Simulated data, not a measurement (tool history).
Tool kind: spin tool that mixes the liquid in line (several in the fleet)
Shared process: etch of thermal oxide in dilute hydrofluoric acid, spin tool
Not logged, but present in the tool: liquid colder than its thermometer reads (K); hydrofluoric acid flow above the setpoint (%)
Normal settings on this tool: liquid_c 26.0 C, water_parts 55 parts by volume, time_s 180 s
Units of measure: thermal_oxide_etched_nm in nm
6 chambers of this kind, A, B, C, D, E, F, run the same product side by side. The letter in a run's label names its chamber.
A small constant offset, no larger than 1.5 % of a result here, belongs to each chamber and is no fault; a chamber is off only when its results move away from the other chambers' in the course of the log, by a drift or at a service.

run,hour,liquid_c,water_parts,time_s,hours since the thermometer was replaced,hours since the hydrofluoric acid flow meter was replaced,"read-back film thickness of the thermal oxide reference wafer, read on the same gauge (nm)",thermal_oxide_etched_nm
1F,12.9,26.0,55,180,553.4,1696.7,140.01,18.0020
2C,23.0,26.0,55,180,1514.3,1238.6,139.99,17.9470
# hour 29.0: chamber C: thermometer replaced
3E,39.1,26.0,55,180,1315.1,64.7,139.98,17.7420
4D,54.0,26.0,55,180,1415.5,437.9,140.01,17.9770
5A,66.0,26.0,55,180,395.4,79.2,139.98,17.6750
6B,73.0,26.0,55,180,160.7,519.3,140.01,17.8760
7C,88.4,26.0,55,180,59.5,1304.0,140.03,17.8030
8F,102.1,23.0,55,100,642.6,1785.9,139.96,8.7808
9D,111.7,23.0,55,100,1473.2,495.6,139.93,8.8506
10E,120.6,23.0,55,100,1396.6,146.2,140.01,8.6107
11A,134.9,23.0,55,100,464.3,148.1,139.97,8.6695
12B,147.2,23.0,55,100,234.9,593.5,140.01,8.8613
13D,156.7,23.0,55,100,1518.2,540.6,140.02,8.9327
14B,166.2,26.0,55,180,253.9,612.5,140.00,17.8390
# hour 174.7: chamber D: thermometer replaced
15A,179.3,26.0,55,180,508.7,192.5,139.99,17.5800
16C,188.8,26.0,55,180,159.9,1404.4,139.99,17.8630
17F,201.5,26.0,55,180,742.0,1885.3,140.02,17.9680
# hour 204.7: chamber D: hydrofluoric acid flow meter replaced
18E,216.6,26.0,55,180,1492.6,242.2,139.97,17.6700
19D,232.8,26.0,55,180,58.1,28.2,140.00,17.9840
20B,248.7,26.0,55,180,336.4,695.0,139.98,18.0410
21F,263.9,26.0,55,180,804.4,1947.7,139.99,17.9810
22C,275.6,26.0,55,180,246.7,1491.2,140.02,18.0570
23A,283.8,26.0,55,180,613.2,297.0,139.96,17.5750
24E,294.5,26.0,55,180,1570.5,320.1,139.99,17.7000
25A,302.2,26.0,55,180,631.6,315.4,140.02,17.6080
26F,309.4,26.0,55,180,849.9,1993.2,140.05,17.8570
27C,322.0,26.0,55,225,293.1,1537.6,139.97,22.4640
28D,331.6,26.0,55,225,156.9,127.0,140.03,22.4350
29E,342.0,26.0,55,225,1618.0,367.6,140.02,22.1210
30B,358.1,26.0,55,225,445.8,804.4,140.00,22.1460
31B,372.3,26.0,55,225,460.0,818.6,139.98,22.3790
32D,385.4,26.0,55,225,210.7,180.8,139.95,22.5820
33C,398.1,26.0,55,180,369.2,1613.7,140.01,17.8950
34E,405.8,26.0,55,180,1681.8,431.4,140.03,17.6760
35F,415.4,26.0,55,180,955.9,2099.2,139.98,17.9840
36A,427.0,26.0,55,180,756.4,440.2,139.97,17.7660
37A,435.0,26.0,55,180,764.4,448.2,139.97,17.6260
38B,447.1,26.0,55,180,534.8,893.4,139.99,17.8110
39F,460.8,30.5,40,180,1001.3,2144.6,140.04,30.4890
40D,473.5,30.5,40,180,298.8,268.9,140.02,30.1600
41E,486.4,30.5,40,180,1762.4,512.0,140.00,29.7350
42C,498.3,30.5,40,180,469.4,1713.9,139.99,30.2290
# hour 504.9: chamber E: thermometer replaced
43E,510.8,30.5,40,180,6.0,536.4,139.98,29.7600

The same settings go to every chamber for the next run, one line per chamber below. Forecast the results for each:
44A,522.4,26.0,55,180,,,,?
44B,522.4,26.0,55,180,,,,?
44C,522.4,26.0,55,180,,,,?
44D,522.4,26.0,55,180,,,,?
44E,522.4,26.0,55,180,,,,?
44F,522.4,26.0,55,180,,,,?

run,thermal_oxide_etched_nm
44A,17.4970
44B,17.9340
44C,17.8130
44D,17.8880
44E,17.7010
44F,17.9310

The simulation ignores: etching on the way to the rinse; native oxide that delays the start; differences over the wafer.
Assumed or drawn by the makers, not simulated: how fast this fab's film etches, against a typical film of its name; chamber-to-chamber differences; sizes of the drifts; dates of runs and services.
